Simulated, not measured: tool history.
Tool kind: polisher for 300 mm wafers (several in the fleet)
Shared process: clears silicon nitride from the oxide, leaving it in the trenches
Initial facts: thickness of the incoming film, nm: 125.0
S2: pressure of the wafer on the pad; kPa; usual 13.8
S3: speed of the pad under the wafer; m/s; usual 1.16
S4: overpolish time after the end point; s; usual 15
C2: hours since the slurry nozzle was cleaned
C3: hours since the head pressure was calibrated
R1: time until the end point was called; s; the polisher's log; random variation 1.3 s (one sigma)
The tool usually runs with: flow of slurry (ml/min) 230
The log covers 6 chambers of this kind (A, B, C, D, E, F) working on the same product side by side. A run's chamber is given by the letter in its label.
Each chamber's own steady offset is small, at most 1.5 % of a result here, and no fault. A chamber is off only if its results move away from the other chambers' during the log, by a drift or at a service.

Run 1A, hour 10: usual settings; wafers polished on this pad 1164; C2 39.7; C3 1000.8. Result: R1 141.45 s.
At hour 10.2: chamber E: worn pad replaced by a new one.
At hour 13.4: chamber A: worn pad replaced by a new one.
At hour 20.1: chamber B: slurry nozzle cleaned.
Run 2C, hour 22.1: usual settings; wafers polished on this pad 720; C2 161.6; C3 209. Result: R1 142.32 s.
Run 3D, hour 29.5: usual settings; wafers polished on this pad 843; C2 44.1; C3 818.1. Result: R1 138.78 s.
At hour 31.1: chamber F: worn pad replaced by a new one.
Run 4F, hour 40.7: usual settings; wafers polished on this pad 62; C2 610.1; C3 572.3. Result: R1 142.69 s.
At hour 51.5: chamber A: head pressure recalibrated.
Run 5E, hour 51.7: usual settings; wafers polished on this pad 267; C2 309.2; C3 566.4. Result: R1 142.59 s.
Run 6B, hour 57.9: usual settings; wafers polished on this pad 706; C2 37.9; C3 141. Result: R1 140.25 s.
At hour 66.4: chamber C: worn pad replaced by a new one.
At hour 68.3: chamber B: worn pad replaced by a new one.
Run 7B, hour 70.1: usual settings; wafers polished on this pad 11; C2 50.1; C3 153.2. Result: R1 139.8 s.
At hour 70.4: chamber C: slurry nozzle cleaned.
Run 8A, hour 78.8: usual settings but S2 18.6 kPa, S4 9 s; wafers polished on this pad 421; C2 108.5; C3 27.3. Result: R1 105.95 s.
At hour 82.6: chamber D: worn pad replaced by a new one.
Run 9C, hour 89.3: usual settings but S2 18.6 kPa, S4 9 s; wafers polished on this pad 147; C2 18.9; C3 276.2. Result: R1 105.06 s.
Run 10D, hour 97.1: usual settings but S2 18.6 kPa, S4 9 s; wafers polished on this pad 93; C2 111.7; C3 885.7. Result: R1 105.36 s.
At hour 106.8: chamber E: worn pad replaced by a new one.
Run 11E, hour 108.1: usual settings but S2 18.6 kPa, S4 9 s; wafers polished on this pad 8; C2 365.6; C3 622.8. Result: R1 107.19 s.
Run 12F, hour 113.6: usual settings but S2 18.6 kPa, S4 9 s; wafers polished on this pad 531; C2 683; C3 645.2. Result: R1 106.8 s.
Run 13D, hour 122.4: usual settings but S2 18.6 kPa, S4 9 s; wafers polished on this pad 256; C2 137; C3 911. Result: R1 105.55 s.
Run 14F, hour 127.7: usual settings; wafers polished on this pad 622; C2 697.1; C3 659.3. Result: R1 140.94 s.
At hour 128.1: chamber F: worn pad replaced by a new one.
Run 15A, hour 138.2: usual settings; wafers polished on this pad 804; C2 167.9; C3 86.7. Result: R1 142.48 s.
Run 16E, hour 147: usual settings; wafers polished on this pad 259; C2 404.5; C3 661.7. Result: R1 145.19 s.
At hour 149.3: chamber F: slurry nozzle cleaned.
Run 17B, hour 152.4: usual settings but S4 11 s; wafers polished on this pad 542; C2 132.4; C3 235.5. Result: R1 141.63 s.
Run 18C, hour 161.6: usual settings but S4 11 s; wafers polished on this pad 613; C2 91.2; C3 348.5. Result: R1 139.2 s.
At hour 161.7: chamber A: worn pad replaced by a new one.
Run 19A, hour 173: usual settings but S4 11 s; wafers polished on this pad 72; C2 202.7; C3 121.5. Result: R1 142.04 s.
Run 20D, hour 178.9: usual settings but S4 11 s; wafers polished on this pad 620; C2 193.5; C3 967.5. Result: R1 139.18 s.
Run 21F, hour 185.9: usual settings but S4 11 s; wafers polished on this pad 372; C2 36.7; C3 717.5. Result: R1 143.79 s.
At hour 192.8: chamber B: worn pad replaced by a new one.
Run 22E, hour 193.7: usual settings but S4 11 s; wafers polished on this pad 560; C2 451.2; C3 708.4. Result: R1 144.66 s.
Run 23B, hour 203.2: usual settings; wafers polished on this pad 67; C2 183.2; C3 286.3. Result: R1 140.95 s.
At hour 206.6: chamber F: worn pad replaced by a new one.
Run 24C, hour 210.4: usual settings; wafers polished on this pad 927; C2 140; C3 397.3. Result: R1 141.72 s.
Run 25B, hour 216: usual settings; wafers polished on this pad 149; C2 196; C3 299.1. Result: R1 143.3 s.
At hour 216.9: chamber C: worn pad replaced by a new one.
At hour 222.2: chamber E: worn pad replaced by a new one.
Run 26C, hour 226: usual settings; wafers polished on this pad 58; C2 155.6; C3 412.9. Result: R1 140.74 s.
Run 27A, hour 235.2: usual settings; wafers polished on this pad 473; C2 264.9; C3 183.7. Result: R1 143.15 s.
Run 28D, hour 240.7: usual settings; wafers polished on this pad 1018; C2 255.3; C3 1029.3. Result: R1 141.48 s.
Run 29E, hour 250.8: usual settings but flow of slurry (ml/min) 280; wafers polished on this pad 184; C2 508.3; C3 765.5. Result: R1 138.98 s.
Run 30F, hour 256.8: usual settings but flow of slurry (ml/min) 280; wafers polished on this pad 323; C2 107.6; C3 788.4. Result: R1 142.64 s.
At hour 258: chamber D: worn pad replaced by a new one.
Run 31C, hour 262.4: usual settings but flow of slurry (ml/min) 280; wafers polished on this pad 293; C2 192; C3 449.3. Result: R1 135.76 s.
Run 32E, hour 269.5: usual settings but flow of slurry (ml/min) 280; wafers polished on this pad 304; C2 527; C3 784.2. Result: R1 138.41 s.
Run 33A, hour 279.1: usual settings but flow of slurry (ml/min) 280; wafers polished on this pad 756; C2 308.8; C3 227.6. Result: R1 136.19 s.
At hour 284.6: chamber F: worn pad replaced by a new one.
Run 34B, hour 290.2: usual settings but flow of slurry (ml/min) 280; wafers polished on this pad 627; C2 270.2; C3 373.3. Result: R1 139.26 s.
Run 35D, hour 297.2: usual settings; wafers polished on this pad 252; C2 311.8; C3 1085.8. Result: R1 141.46 s.
Run 36F, hour 304.4: usual settings; wafers polished on this pad 127; C2 155.2; C3 836. Result: R1 143.7 s.

One chamber off, gauge drift, or nothing amiss beyond the chambers' own small offsets? If it is a chamber, which one, and what is the likeliest cause?

No chamber is off and the gauge is stable; the differences are just each chamber's small, constant offset.
